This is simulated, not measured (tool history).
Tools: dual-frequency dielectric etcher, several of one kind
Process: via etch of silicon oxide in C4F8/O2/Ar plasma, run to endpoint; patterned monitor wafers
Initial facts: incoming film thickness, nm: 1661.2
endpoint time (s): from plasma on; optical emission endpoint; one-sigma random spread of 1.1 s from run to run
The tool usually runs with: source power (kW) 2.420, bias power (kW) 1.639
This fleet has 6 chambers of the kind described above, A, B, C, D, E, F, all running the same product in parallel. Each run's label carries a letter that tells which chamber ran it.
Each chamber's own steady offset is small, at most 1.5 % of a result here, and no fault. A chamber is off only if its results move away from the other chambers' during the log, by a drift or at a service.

run,hour,source power (kW),bias power (kW),hours since the last wet clean,hours since the last source power generator calibration,hours since the last bias power generator calibration,endpoint time (s)
1F,5.4,2.420,1.639,486.4,2012.6,891.2,318.87
2D,10.1,2.420,1.639,119.9,163.7,3080.0,323.11
3B,16.7,2.420,1.639,384.0,1215.6,67.6,325.51
4C,23.5,2.420,1.639,295.5,1713.9,1714.8,324.47
5E,27.4,2.420,1.639,103.0,2216.2,1166.9,324.00
6A,31.6,2.420,1.639,455.4,184.6,1524.6,319.78
7F,37.2,2.420,1.639,518.2,2044.4,923.0,318.26
8E,43.2,2.420,1.639,118.8,2232.0,1182.7,324.75
9D,50.8,2.420,1.639,160.6,204.4,3120.7,324.15
10C,56.8,2.990,1.406,328.8,1747.2,1748.1,309.53
11A,60.9,2.990,1.406,484.7,213.9,1553.9,305.85
12B,67.3,2.990,1.406,434.6,1266.2,118.2,308.86
13F,75.1,2.990,1.406,556.1,2082.3,960.9,304.26
14D,81.4,2.990,1.406,191.2,235.0,3151.3,310.38
# hour 85.6: chamber B: wet clean of the chamber
15B,89.4,2.990,1.406,3.8,1288.3,140.3,307.66
# hour 92.0: chamber C: wet clean of the chamber
16E,96.9,2.420,1.639,172.5,2285.7,1236.4,323.19
17C,101.7,2.720,1.375,9.7,1792.1,1793.0,324.21
18A,106.6,2.720,1.375,530.4,259.6,1599.6,319.92
19C,113.4,2.720,1.375,21.4,1803.8,1804.7,324.34
# hour 115.1: chamber A: wet clean of the chamber
20A,118.9,2.720,1.375,3.9,271.9,1611.9,311.91
21F,123.7,2.720,1.375,604.7,2130.9,1009.5,317.21
22D,129.5,2.720,1.375,239.3,283.1,3199.4,324.19
# hour 130.3: chamber F: wet clean of the chamber
23B,137.6,2.420,1.639,52.0,1336.5,188.5,322.96
24E,145.1,2.420,1.639,220.7,2333.9,1284.6,323.80
25F,150.6,2.420,1.639,20.4,2157.8,1036.4,317.31
26B,157.6,2.420,1.950,72.0,1356.5,208.5,306.63
27D,161.5,2.420,1.950,271.3,315.1,3231.4,310.01
28E,167.0,2.420,1.950,242.6,2355.8,1306.5,306.85
29A,174.4,2.420,1.950,59.4,327.4,1667.4,296.32
30C,182.2,2.420,1.950,90.2,1872.6,1873.5,310.71
31C,185.8,2.420,1.950,93.8,1876.2,1877.1,309.95
32A,193.3,1.940,1.639,78.3,346.3,1686.3,342.39
33D,197.9,1.940,1.639,307.7,351.5,3267.8,354.69
34B,204.4,1.940,1.639,118.8,1403.3,255.3,353.27
35F,212.4,1.940,1.639,82.2,2219.6,1098.2,348.25
36E,218.0,1.940,1.639,293.6,2406.8,1357.5,354.40
37F,223.2,1.940,1.639,93.0,2230.4,1109.0,349.00
38E,227.0,2.420,1.350,302.6,2415.8,1366.5,340.35
39C,233.6,2.420,1.350,141.6,1924.0,1924.9,340.49
40B,240.3,2.420,1.350,154.7,1439.2,291.2,338.59
41A,248.3,2.420,1.350,133.3,401.3,1741.3,326.83
42D,255.9,2.420,1.350,365.7,409.5,3325.8,342.58
43B,260.6,2.420,1.350,175.0,1459.5,311.5,340.11
44F,265.0,2.420,1.639,134.8,2272.2,1150.8,316.64

What goes on in this fleet: one chamber off, a drifting gauge, or nothing beyond the chambers' own small offsets? Name the chamber and the cause, if any.

The work done on chamber A during a service left it standing apart from the others.
What lies behind it: etch rate over this chamber's usual, % = 2.57.

Here are 4 candidates for chamber A's next run, each the usual settings with a change, their results left as question marks. Which one brings its results back in line with what the others give on the usual settings?
To be in line, a result may differ from the other chambers' mean on the usual settings by at most: endpoint time (s) 3.80
45A-1,270.9,2.560,1.703,,,,?
45A-2,270.9,2.670,1.752,,,,?
45A-3,270.9,2.220,1.639,,,,?
45A-4,270.9,2.170,1.526,,,,?

On the usual settings, the other chambers give on average: endpoint time (s) 322.80
run,endpoint time (s)
45A-1,301.86
45A-2,294.52
45A-3,323.08
45A-4,332.32
The answer is 45A-3, which returns the chamber to within the allowed miss of the others.
